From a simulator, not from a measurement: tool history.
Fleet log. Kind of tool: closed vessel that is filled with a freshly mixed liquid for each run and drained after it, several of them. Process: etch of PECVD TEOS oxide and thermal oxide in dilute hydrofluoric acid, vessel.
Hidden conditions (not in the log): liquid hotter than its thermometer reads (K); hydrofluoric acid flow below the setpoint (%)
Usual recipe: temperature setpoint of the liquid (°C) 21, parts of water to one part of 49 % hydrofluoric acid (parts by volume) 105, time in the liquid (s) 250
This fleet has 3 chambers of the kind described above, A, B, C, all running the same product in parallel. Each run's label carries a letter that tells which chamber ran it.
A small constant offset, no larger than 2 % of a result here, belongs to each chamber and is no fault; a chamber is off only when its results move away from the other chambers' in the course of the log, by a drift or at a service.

run,day,temperature setpoint of the liquid (°C),parts of water to one part of 49 % hydrofluoric acid (parts by volume),time in the liquid (s),hours since the thermometer was replaced,hours since the hydrofluoric acid flow meter was replaced,"read-back film thickness of the PECVD TEOS oxide reference wafer, read on the same gauge (nm)","read-back film thickness of the thermal oxide reference wafer, read on the same gauge (nm)",thickness taken off the PECVD TEOS oxide on a monitor wafer (nm),thickness taken off the thermal oxide on a monitor wafer (nm)
1C,0.162,21,105,250,78,583.5,39.997,100,51.027,10.339
2B,0.375,21,105,250,481.6,45.8,39.95,99.976,50.319,10.425
3A,0.512,21,105,250,346.4,769,39.975,100.01,50.271,10.441
4A,0.692,21,105,250,350.7,773.3,39.998,99.985,50.388,10.416
5C,0.829,21,105,250,94,599.5,40.036,99.98,51.027,10.334
6B,0.979,21,105,250,496.1,60.3,40.06,99.985,49.474,10.326
7A,1.104,21,105,250,360.6,783.2,40.037,100,50.46,10.513
8B,1.238,21,105,250,502.3,66.5,39.973,100.01,50.86,10.351
9C,1.442,21,105,250,108.7,614.2,39.963,99.982,50.058,10.425
10C,1.583,21,105,190,112.1,617.6,39.985,99.965,38.982,7.8654
11B,1.754,21,105,190,514.7,78.9,39.992,99.963,39.316,7.8447
12A,1.921,21,105,190,380.2,802.8,39.984,100.01,38.219,7.916
13B,2.096,21,130,250,522.9,87.1,39.988,99.98,39.818,8.1662
14A,2.358,21,130,250,390.7,813.3,39.971,99.973,40.276,8.2212
15C,2.588,21,130,250,136.2,641.7,39.997,100.01,39.804,8.1771
16C,2.725,17,105,380,139.5,645,39.972,99.994,66.592,13.422
17A,2.892,17,105,380,403.5,826.1,39.982,99.996,66.697,13.393
18B,3.054,17,105,380,545.9,110.1,40.063,100.01,64.961,13.139
19B,3.262,21,105,250,550.9,115.1,39.989,100,51.182,10.342
20A,3.425,21,105,250,416.3,838.9,40.008,99.994,49.981,10.367
21C,3.596,21,105,250,160.4,665.9,40.001,99.964,50.88,10.452
22B,3.804,21,105,250,563.9,128.1,40.047,99.966,51.017,10.359
23C,3.971,23.5,105,205,169.4,674.9,40.042,99.994,45.732,9.3676
24A,4.233,23.5,105,205,435.7,858.3,39.998,100,46.42,9.4445
25A,4.479,23.5,105,205,441.6,864.2,40.015,99.994,45.929,9.4947
26B,4.708,21,105,250,585.6,149.8,40.01,99.985,50.278,10.319
27C,4.829,21,105,250,190,695.5,39.952,99.991,50.931,10.325
28B,5.075,21,105,110,594.4,158.6,40.04,99.999,22.437,4.555

Is one chamber out of step, is the gauge drifting, or do the chambers differ by no more than their own small offsets? For an off chamber, give its letter and the likeliest cause.

No chamber is off and the gauge is stable; the differences are just each chamber's small, constant offset.

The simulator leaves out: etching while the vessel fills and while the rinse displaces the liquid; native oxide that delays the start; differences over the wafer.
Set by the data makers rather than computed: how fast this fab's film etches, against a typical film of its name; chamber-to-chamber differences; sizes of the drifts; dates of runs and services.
